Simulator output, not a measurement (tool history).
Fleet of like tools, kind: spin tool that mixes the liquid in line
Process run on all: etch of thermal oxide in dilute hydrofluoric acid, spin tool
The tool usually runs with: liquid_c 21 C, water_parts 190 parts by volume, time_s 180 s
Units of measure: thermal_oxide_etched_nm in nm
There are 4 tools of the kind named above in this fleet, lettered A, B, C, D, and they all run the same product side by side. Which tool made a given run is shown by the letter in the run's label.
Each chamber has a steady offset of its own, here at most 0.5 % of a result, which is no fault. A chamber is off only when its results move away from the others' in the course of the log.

run    day  liquid_c  water_parts  time_s  read-back film thickness of the thermal oxide reference wafer, read on the same gauge (nm)  thermal_oxide_etched_nm
 1A  0.246        21          190     180                                                                                      129.98                   3.5126
 2C  0.392        21          190     180                                                                                      130.02                   3.5745
 3D  0.604        21          190     180                                                                                      130.01                   3.4721
 4B  0.871        21          190     180                                                                                      129.97                   3.5527
 5B    1.1        21          190     180                                                                                         130                   3.4426
     1.192  -- chamber B: thermometer replaced
 6C  1.246        21          190     180                                                                                      129.97                   3.4833
 7D  1.429        21          190     180                                                                                      130.01                   3.4482
 8A  1.696        21          190     180                                                                                      130.01                   3.4388
 9A  1.925        21          190     180                                                                                      130.01                   3.4564
10C  2.192        21          190     180                                                                                         130                   3.5436
11B  2.342        21          190     140                                                                                         130                   2.7509
12D  2.508        21          190     140                                                                                      129.98                   2.6807
13B  2.788        21          190     140                                                                                         130                   2.6569
14A  2.971        21          190     140                                                                                      129.98                   2.7544
15C  3.108        21          190     180                                                                                      129.98                   3.4502
16D  3.288        21          250      95                                                                                      130.01                   1.3514
17A  3.442        21          250      95                                                                                      130.01                   1.2895
18C  3.667        21          250      95                                                                                         130                    1.321
19D  3.892        21          250      95                                                                                         130                    1.331
20B  4.112        21          190     180                                                                                      130.02                   3.4836
     4.154  -- chamber B: hydrofluoric acid flow meter replaced
21A  4.392      19.5          190     230                                                                                      129.97                   4.2119
22B  4.533      19.5          190     230                                                                                      129.99                   4.1711
23C  4.846      19.5          190     230                                                                                         130                   4.2133
24D  5.075      19.5          190     230                                                                                      130.02                    4.164
25B  5.371        21          190     180                                                                                         130                   3.5488
26D    5.6        21          190     180                                                                                      130.01                   3.4905
27A  5.883        21          190     180                                                                                         130                   3.4739
28C  6.196        23          100     180                                                                                      130.01                   7.8643
29A  6.504        23          100     180                                                                                      129.99                   7.8417

One chamber off, gauge drift, or nothing amiss beyond the chambers' own small offsets? If it is a chamber, which one, and what is the likeliest cause?

No chamber stands off beyond its own small offset, and the gauge holds steady.

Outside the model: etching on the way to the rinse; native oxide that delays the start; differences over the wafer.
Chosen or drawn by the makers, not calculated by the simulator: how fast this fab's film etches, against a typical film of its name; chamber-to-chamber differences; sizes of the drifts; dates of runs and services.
